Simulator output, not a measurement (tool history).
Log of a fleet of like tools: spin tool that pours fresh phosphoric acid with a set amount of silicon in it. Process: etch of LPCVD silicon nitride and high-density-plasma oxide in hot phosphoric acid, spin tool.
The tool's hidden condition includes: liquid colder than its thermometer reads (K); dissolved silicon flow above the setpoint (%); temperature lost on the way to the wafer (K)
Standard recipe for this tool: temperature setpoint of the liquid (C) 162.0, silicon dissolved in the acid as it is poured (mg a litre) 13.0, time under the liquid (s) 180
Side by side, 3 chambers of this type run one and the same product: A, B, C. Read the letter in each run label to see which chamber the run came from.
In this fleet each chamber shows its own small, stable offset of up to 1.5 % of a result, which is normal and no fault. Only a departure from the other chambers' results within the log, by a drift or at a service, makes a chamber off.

| run | hour | temperature setpoint of the liquid (C) | silicon dissolved in the acid as it is poured (mg a litre) | time under the liquid (s) | hours since the thermometer was replaced | hours since the dissolved silicon flow meter was replaced | hours since the heated supply line was repaired | read-back film thickness of the LPCVD silicon nitride reference wafer, read on the same gauge (nm) | read-back film thickness of the high-density-plasma oxide reference wafer, read on the same gauge (nm) | thickness taken off the LPCVD silicon nitride on a monitor wafer (Å) | thickness taken off the high-density-plasma oxide on a monitor wafer (Å) |
|---|---|---|---|---|---|---|---|---|---|---|---|
| 1C | 5.9 | 162.0 | 13.0 | 180 | 881.9 | 136.9 | 1880.8 | 59.993 | 70.018 | 165.86 | 9.1661 |
| 2A | 13.6 | 162.0 | 13.0 | 180 | 939.3 | 326.2 | 1872.3 | 59.974 | 69.989 | 169.55 | 8.3741 |
| 3B | 21.9 | 162.0 | 13.0 | 180 | 363.4 | 249.9 | 902.9 | 60.006 | 70.021 | 167.11 | 9.1056 |
|  | 29.3 | chamber B: heated supply line repaired |
| 4C | 29.7 | 162.0 | 13.0 | 180 | 905.7 | 160.7 | 1904.6 | 59.995 | 69.994 | 166.27 | 9.1117 |
| 5A | 38.2 | 162.0 | 13.0 | 180 | 963.9 | 350.8 | 1896.9 | 59.963 | 70.043 | 166.83 | 8.4588 |
| 6B | 43.7 | 162.0 | 13.0 | 180 | 385.2 | 271.7 | 14.5 | 60.005 | 69.974 | 166.78 | 9.1413 |
| 7C | 49.5 | 162.0 | 4.5 | 255 | 925.5 | 180.5 | 1924.4 | 60.004 | 70.012 | 236.35 | 15.5910 |
| 8A | 55.0 | 162.0 | 4.5 | 255 | 980.7 | 367.6 | 1913.7 | 60.030 | 69.995 | 237.70 | 15.4290 |
| 9B | 60.4 | 162.0 | 4.5 | 255 | 401.9 | 288.4 | 31.2 | 59.993 | 69.992 | 235.78 | 15.2760 |
| 10A | 68.8 | 162.0 | 13.0 | 180 | 994.5 | 381.4 | 1927.5 | 60.001 | 69.995 | 168.70 | 8.7527 |
| 11B | 76.3 | 162.0 | 13.0 | 180 | 417.8 | 304.3 | 47.1 | 60.030 | 70.016 | 165.37 | 8.8264 |
| 12C | 82.8 | 162.0 | 13.0 | 180 | 958.8 | 213.8 | 1957.7 | 59.998 | 70.005 | 166.61 | 9.1297 |
| 13B | 87.1 | 162.0 | 13.0 | 180 | 428.6 | 315.1 | 57.9 | 59.993 | 70.025 | 166.24 | 9.1453 |
| 14C | 92.7 | 162.0 | 13.0 | 180 | 968.7 | 223.7 | 1967.6 | 60.010 | 69.998 | 166.25 | 8.7888 |
| 15A | 96.9 | 162.0 | 13.0 | 180 | 1022.6 | 409.5 | 1955.6 | 60.000 | 70.001 | 169.33 | 8.6584 |
| 16B | 105.0 | 162.0 | 13.0 | 180 | 446.5 | 333.0 | 75.8 | 60.025 | 70.009 | 165.63 | 9.0994 |
| 17C | 113.3 | 162.0 | 13.0 | 180 | 989.3 | 244.3 | 1988.2 | 59.990 | 69.999 | 168.79 | 9.1396 |
| 18A | 118.3 | 162.0 | 13.0 | 180 | 1044.0 | 430.9 | 1977.0 | 59.983 | 69.990 | 168.70 | 8.7840 |
| 19C | 125.4 | 162.0 | 13.0 | 180 | 1001.4 | 256.4 | 2000.3 | 59.980 | 69.989 | 165.84 | 8.9262 |
| 20B | 132.6 | 159.5 | 5.0 | 180 | 474.1 | 360.6 | 103.4 | 60.015 | 70.015 | 153.17 | 9.0865 |
| 21A | 137.5 | 159.5 | 5.0 | 180 | 1063.2 | 450.1 | 1996.2 | 60.033 | 70.012 | 156.28 | 8.8690 |
| 22A | 145.6 | 159.5 | 5.0 | 180 | 1071.3 | 458.2 | 2004.3 | 60.017 | 69.998 | 154.35 | 8.8792 |
| 23B | 152.2 | 162.0 | 13.0 | 180 | 493.7 | 380.2 | 123.0 | 60.001 | 69.991 | 168.02 | 9.0739 |
| 24C | 160.5 | 162.0 | 13.0 | 180 | 1036.5 | 291.5 | 2035.4 | 59.992 | 69.997 | 166.52 | 8.7548 |
|  | 166.7 | chamber A: heated supply line repaired |
| 25A | 167.6 | 162.0 | 13.0 | 180 | 1093.3 | 480.2 | 0.9 | 60.013 | 69.999 | 169.58 | 8.4471 |
| 26B | 172.2 | 162.0 | 13.0 | 180 | 513.7 | 400.2 | 143.0 | 60.004 | 69.947 | 167.13 | 8.9873 |
| 27C | 176.7 | 162.0 | 13.0 | 180 | 1052.7 | 307.7 | 2051.6 | 60.010 | 70.007 | 169.22 | 8.7381 |
| 28C | 181.1 | 162.0 | 13.0 | 180 | 1057.1 | 312.1 | 2056.0 | 60.004 | 69.990 | 166.23 | 9.0891 |
| 29A | 186.4 | 162.0 | 13.0 | 180 | 1112.1 | 499.0 | 19.7 | 59.999 | 70.002 | 169.20 | 8.5425 |
| 30B | 192.1 | 162.0 | 13.0 | 180 | 533.6 | 420.1 | 162.9 | 59.998 | 69.992 | 167.47 | 9.2164 |
| 31A | 197.7 | 162.0 | 13.0 | 180 | 1123.4 | 510.3 | 31.0 | 60.011 | 70.008 | 169.16 | 8.8946 |
| 32B | 204.3 | 162.0 | 13.0 | 180 | 545.8 | 432.3 | 175.1 | 59.985 | 70.023 | 167.17 | 8.5107 |
| 33C | 212.2 | 162.0 | 13.0 | 180 | 1088.2 | 343.2 | 2087.1 | 60.025 | 69.985 | 165.71 | 9.4378 |
| 34B | 216.3 | 162.0 | 16.5 | 135 | 557.8 | 444.3 | 187.1 | 59.983 | 70.002 | 123.97 | 6.2940 |
| 35A | 223.0 | 162.0 | 16.5 | 135 | 1148.7 | 535.6 | 56.3 | 59.982 | 69.972 | 126.25 | 6.0874 |
| 36C | 231.3 | 162.0 | 16.5 | 135 | 1107.3 | 362.3 | 2106.2 | 59.995 | 69.986 | 125.27 | 5.9500 |

Has any chamber moved away from the others, gradually or after a service, or does the common gauge drift, or do the chambers differ only by their own small steady offsets? State the chamber and the most likely cause if one applies.

No chamber is off and the gauge is stable; the differences are just each chamber's small, constant offset.
